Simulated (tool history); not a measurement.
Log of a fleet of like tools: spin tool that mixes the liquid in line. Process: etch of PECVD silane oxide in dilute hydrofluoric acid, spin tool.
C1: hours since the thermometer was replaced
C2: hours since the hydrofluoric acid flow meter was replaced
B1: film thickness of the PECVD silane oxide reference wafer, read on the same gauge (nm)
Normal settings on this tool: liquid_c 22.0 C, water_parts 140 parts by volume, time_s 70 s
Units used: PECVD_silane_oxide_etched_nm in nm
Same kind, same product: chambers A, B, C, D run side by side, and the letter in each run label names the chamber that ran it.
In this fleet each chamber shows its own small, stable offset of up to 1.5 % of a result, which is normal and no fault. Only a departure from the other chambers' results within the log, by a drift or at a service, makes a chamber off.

Run 1B, day 0.221: usual settings; C1 854.9; C2 1003.4; B1 70.019. Result: PECVD_silane_oxide_etched_nm 15.367 nm.
Run 2C, day 0.429: usual settings; C1 825.0; C2 166.2; B1 69.998. Result: PECVD_silane_oxide_etched_nm 15.439 nm.
Run 3A, day 0.608: usual settings; C1 345.3; C2 800.6; B1 70.005. Result: PECVD_silane_oxide_etched_nm 15.132 nm.
Run 4D, day 0.871: usual settings; C1 1442.2; C2 175.5; B1 70.000. Result: PECVD_silane_oxide_etched_nm 15.266 nm.
Run 5A, day 1.062: usual settings but liquid_c 17.5 C; C1 356.2; C2 811.5; B1 70.016. Result: PECVD_silane_oxide_etched_nm 12.742 nm.
Run 6C, day 1.304: usual settings but liquid_c 17.5 C; C1 846.0; C2 187.2; B1 70.028. Result: PECVD_silane_oxide_etched_nm 12.636 nm.
Run 7B, day 1.462: usual settings but liquid_c 17.5 C; C1 884.7; C2 1033.2; B1 69.998. Result: PECVD_silane_oxide_etched_nm 12.848 nm.
Run 8D, day 1.671: usual settings but liquid_c 17.5 C; C1 1461.4; C2 194.7; B1 70.007. Result: PECVD_silane_oxide_etched_nm 12.519 nm.
Run 9A, day 1.833: usual settings; C1 374.7; C2 830.0; B1 69.985. Result: PECVD_silane_oxide_etched_nm 15.302 nm.
Run 10B, day 2.008: usual settings; C1 897.8; C2 1046.3; B1 70.030. Result: PECVD_silane_oxide_etched_nm 15.440 nm.
Run 11C, day 2.158: usual settings; C1 866.5; C2 207.7; B1 70.004. Result: PECVD_silane_oxide_etched_nm 15.117 nm.
Run 12D, day 2.338: usual settings; C1 1477.4; C2 210.7; B1 70.005. Result: PECVD_silane_oxide_etched_nm 14.969 nm.
Run 13B, day 2.521: usual settings; C1 910.1; C2 1058.6; B1 70.008. Result: PECVD_silane_oxide_etched_nm 15.336 nm.
Run 14C, day 2.696: usual settings; C1 879.4; C2 220.6; B1 70.020. Result: PECVD_silane_oxide_etched_nm 14.914 nm.
Run 15A, day 2.833: usual settings but liquid_c 24.5 C, time_s 50 s; C1 398.7; C2 854.0; B1 70.016. Result: PECVD_silane_oxide_etched_nm 11.972 nm.
Run 16D, day 2.962: usual settings but liquid_c 24.5 C, time_s 50 s; C1 1492.4; C2 225.7; B1 69.990. Result: PECVD_silane_oxide_etched_nm 11.897 nm.
Run 17A, day 3.188: usual settings but liquid_c 24.5 C, time_s 50 s; C1 407.2; C2 862.5; B1 69.979. Result: PECVD_silane_oxide_etched_nm 11.965 nm.
Run 18C, day 3.354: usual settings but liquid_c 24.5 C, time_s 50 s; C1 895.2; C2 236.4; B1 70.037. Result: PECVD_silane_oxide_etched_nm 11.581 nm.
Run 19B, day 3.588: usual settings; C1 935.7; C2 1084.2; B1 70.013. Result: PECVD_silane_oxide_etched_nm 15.322 nm.
Run 20D, day 3.758: usual settings; C1 1511.5; C2 244.8; B1 69.955. Result: PECVD_silane_oxide_etched_nm 15.227 nm.
Run 21A, day 3.908: usual settings but liquid_c 24.5 C; C1 424.5; C2 879.8; B1 70.015. Result: PECVD_silane_oxide_etched_nm 16.804 nm.
Run 22D, day 4.083: usual settings but liquid_c 24.5 C; C1 1519.3; C2 252.6; B1 70.012. Result: PECVD_silane_oxide_etched_nm 16.891 nm.
Run 23C, day 4.338: usual settings but liquid_c 24.5 C; C1 918.8; C2 260.0; B1 69.987. Result: PECVD_silane_oxide_etched_nm 16.078 nm.
Run 24B, day 4.458: usual settings but liquid_c 24.5 C; C1 956.6; C2 1105.1; B1 69.969. Result: PECVD_silane_oxide_etched_nm 16.874 nm.
Run 25B, day 4.721: usual settings; C1 962.9; C2 1111.4; B1 70.003. Result: PECVD_silane_oxide_etched_nm 15.264 nm.
Run 26C, day 4.929: usual settings; C1 933.0; C2 274.2; B1 69.990. Result: PECVD_silane_oxide_etched_nm 14.236 nm.
Run 27D, day 5.154: usual settings but liquid_c 18.5 C, water_parts 175 parts by volume; C1 1545.0; C2 278.3; B1 69.978. Result: PECVD_silane_oxide_etched_nm 10.225 nm.
Run 28A, day 5.417: usual settings but liquid_c 18.5 C, water_parts 175 parts by volume; C1 460.7; C2 916.0; B1 70.043. Result: PECVD_silane_oxide_etched_nm 10.062 nm.

Predict what each chamber gives when all 4 of them run the settings below next.
Run 29A, day 5.608: usual settings. Result: PECVD_silane_oxide_etched_nm ?.
Run 29B, day 5.608: usual settings. Result: PECVD_silane_oxide_etched_nm ?.
Run 29C, day 5.608: usual settings. Result: PECVD_silane_oxide_etched_nm ?.
Run 29D, day 5.608: usual settings. Result: PECVD_silane_oxide_etched_nm ?.

run  PECVD_silane_oxide_etched_nm
29A                        15.257
29B                        15.324
29C                        13.968
29D                        15.372
